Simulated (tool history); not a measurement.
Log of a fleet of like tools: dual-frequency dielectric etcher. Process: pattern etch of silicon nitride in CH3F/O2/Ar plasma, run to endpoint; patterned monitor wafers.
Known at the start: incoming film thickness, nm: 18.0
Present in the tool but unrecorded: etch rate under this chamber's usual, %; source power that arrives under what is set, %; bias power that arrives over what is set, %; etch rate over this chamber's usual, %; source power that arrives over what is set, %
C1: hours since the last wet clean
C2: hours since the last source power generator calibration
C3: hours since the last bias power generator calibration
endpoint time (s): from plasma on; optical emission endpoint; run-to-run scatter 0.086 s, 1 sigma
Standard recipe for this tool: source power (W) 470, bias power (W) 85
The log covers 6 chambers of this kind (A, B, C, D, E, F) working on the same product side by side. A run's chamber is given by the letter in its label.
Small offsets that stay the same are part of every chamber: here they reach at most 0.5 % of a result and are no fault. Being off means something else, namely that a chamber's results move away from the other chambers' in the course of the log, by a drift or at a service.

Run 1A, hour 13.1: usual settings; C1 116.8; C2 531.6; C3 1268.9. Result: endpoint time (s) 22.935.
Run 2E, hour 21.9: usual settings; C1 340.5; C2 2072.6; C3 1389.2. Result: endpoint time (s) 22.913.
Run 3B, hour 37.9: usual settings; C1 105.0; C2 3467.4; C3 3979.9. Result: endpoint time (s) 23.138.
At hour 40.1: chamber F: wet clean of the chamber.
Run 4C, hour 47.8: usual settings; C1 511.2; C2 598.6; C3 1818.4. Result: endpoint time (s) 23.366.
Run 5F, hour 64.0: usual settings; C1 24.0; C2 3266.8; C3 995.7. Result: endpoint time (s) 23.168.
Run 6D, hour 79.0: usual settings; C1 233.6; C2 2285.8; C3 3270.2. Result: endpoint time (s) 23.101.
Run 7C, hour 90.2: usual settings; C1 553.6; C2 641.0; C3 1860.8. Result: endpoint time (s) 23.063.
Run 8D, hour 100.8: usual settings but bias power (W) 97; C1 255.4; C2 2307.6; C3 3292.0. Result: endpoint time (s) 22.021.
Run 9F, hour 116.2: usual settings but bias power (W) 97; C1 76.2; C2 3319.0; C3 1047.9. Result: endpoint time (s) 21.923.
At hour 123.1: chamber C: wet clean of the chamber.
Run 10A, hour 127.1: usual settings but bias power (W) 97; C1 230.8; C2 645.6; C3 1382.9. Result: endpoint time (s) 22.111.
Run 11E, hour 140.3: usual settings but bias power (W) 97; C1 458.9; C2 2191.0; C3 1507.6. Result: endpoint time (s) 22.060.
At hour 142.3: chamber D: source power generator calibrated.
Run 12B, hour 148.2: usual settings but bias power (W) 97; C1 215.3; C2 3577.7; C3 4090.2. Result: endpoint time (s) 21.925.
Run 13D, hour 160.2: usual settings but bias power (W) 97; C1 314.8; C2 17.9; C3 3351.4. Result: endpoint time (s) 21.938.
Run 14A, hour 173.5: usual settings; C1 277.2; C2 692.0; C3 1429.3. Result: endpoint time (s) 23.494.
At hour 179.9: chamber B: bias power generator calibrated.
At hour 180.0: chamber D: wet clean of the chamber.
Run 15C, hour 186.6: usual settings but source power (W) 530, bias power (W) 72; C1 63.5; C2 737.4; C3 1957.2. Result: endpoint time (s) 23.425.
Run 16B, hour 197.5: usual settings but source power (W) 530, bias power (W) 72; C1 264.6; C2 3627.0; C3 17.7. Result: endpoint time (s) 23.278.
Run 17E, hour 210.9: usual settings but source power (W) 530, bias power (W) 72; C1 529.5; C2 2261.6; C3 1578.2. Result: endpoint time (s) 23.209.
Run 18F, hour 218.2: usual settings but source power (W) 530, bias power (W) 72; C1 178.2; C2 3421.0; C3 1149.9. Result: endpoint time (s) 23.373.
Run 19E, hour 225.7: usual settings but source power (W) 530, bias power (W) 72; C1 544.3; C2 2276.4; C3 1593.0. Result: endpoint time (s) 23.273.
Run 20B, hour 235.7: usual settings but source power (W) 530, bias power (W) 72; C1 302.8; C2 3665.2; C3 55.9. Result: endpoint time (s) 23.474.
At hour 246.3: chamber B: wet clean of the chamber.
Run 21A, hour 248.6: usual settings; C1 352.3; C2 767.1; C3 1504.4. Result: endpoint time (s) 23.504.
Run 22D, hour 264.7: usual settings; C1 84.8; C2 122.4; C3 3455.9. Result: endpoint time (s) 23.017.
At hour 266.1: chamber F: source power generator calibrated.
Run 23F, hour 272.0: usual settings; C1 232.0; C2 6.0; C3 1203.7. Result: endpoint time (s) 23.076.
At hour 277.4: chamber E: wet clean of the chamber.
Run 24C, hour 284.7: usual settings but source power (W) 570, bias power (W) 78; C1 161.6; C2 835.5; C3 2055.3. Result: endpoint time (s) 22.077.
Run 25D, hour 294.5: usual settings but source power (W) 570, bias power (W) 78; C1 114.6; C2 152.2; C3 3485.7. Result: endpoint time (s) 21.862.
Run 26E, hour 310.5: usual settings but source power (W) 570, bias power (W) 78; C1 33.2; C2 2361.2; C3 1677.8. Result: endpoint time (s) 21.892.
Run 27A, hour 318.9: usual settings but source power (W) 570, bias power (W) 78; C1 422.6; C2 837.4; C3 1574.7. Result: endpoint time (s) 22.701.
Run 28F, hour 335.0: usual settings but source power (W) 570, bias power (W) 78; C1 295.0; C2 69.0; C3 1266.7. Result: endpoint time (s) 22.028.
Run 29B, hour 348.3: usual settings but source power (W) 570, bias power (W) 78; C1 102.0; C2 3777.8; C3 168.5. Result: endpoint time (s) 22.093.
Run 30C, hour 361.4: usual settings; C1 238.3; C2 912.2; C3 2132.0. Result: endpoint time (s) 23.223.
Run 31B, hour 374.5: usual settings; C1 128.2; C2 3804.0; C3 194.7. Result: endpoint time (s) 23.079.
Run 32C, hour 389.0: usual settings; C1 265.9; C2 939.8; C3 2159.6. Result: endpoint time (s) 23.194.
At hour 394.6: chamber B: source power generator calibrated.
Run 33A, hour 399.7: usual settings; C1 503.4; C2 918.2; C3 1655.5. Result: endpoint time (s) 23.885.
Run 34D, hour 416.0: usual settings; C1 236.1; C2 273.7; C3 3607.2. Result: endpoint time (s) 23.083.
Run 35F, hour 431.7: usual settings but source power (W) 570; C1 391.7; C2 165.7; C3 1363.4. Result: endpoint time (s) 21.450.
Run 36E, hour 439.4: usual settings but source power (W) 570; C1 162.1; C2 2490.1; C3 1806.7. Result: endpoint time (s) 21.411.
Run 37A, hour 449.8: usual settings but source power (W) 570; C1 553.5; C2 968.3; C3 1705.6. Result: endpoint time (s) 22.196.
At hour 464.8: chamber F: wet clean of the chamber.
Run 38F, hour 465.2: usual settings but source power (W) 570; C1 0.5; C2 199.2; C3 1396.9. Result: endpoint time (s) 21.520.
Run 39B, hour 472.4: usual settings but source power (W) 570; C1 226.1; C2 77.8; C3 292.6. Result: endpoint time (s) 21.591.

All chambers now run identical settings, listed one chamber a line with results as question marks. What results will each chamber show?
Run 40A, hour 484.0: usual settings but bias power (W) 99. Result: endpoint time (s) ?.
Run 40B, hour 484.0: usual settings but bias power (W) 99. Result: endpoint time (s) ?.
Run 40C, hour 484.0: usual settings but bias power (W) 99. Result: endpoint time (s) ?.
Run 40D, hour 484.0: usual settings but bias power (W) 99. Result: endpoint time (s) ?.
Run 40E, hour 484.0: usual settings but bias power (W) 99. Result: endpoint time (s) ?.
Run 40F, hour 484.0: usual settings but bias power (W) 99. Result: endpoint time (s) ?.

run  endpoint time (s)
40A             22.688
40B             21.983
40C             21.972
40D             21.846
40E             21.846
40F             21.731

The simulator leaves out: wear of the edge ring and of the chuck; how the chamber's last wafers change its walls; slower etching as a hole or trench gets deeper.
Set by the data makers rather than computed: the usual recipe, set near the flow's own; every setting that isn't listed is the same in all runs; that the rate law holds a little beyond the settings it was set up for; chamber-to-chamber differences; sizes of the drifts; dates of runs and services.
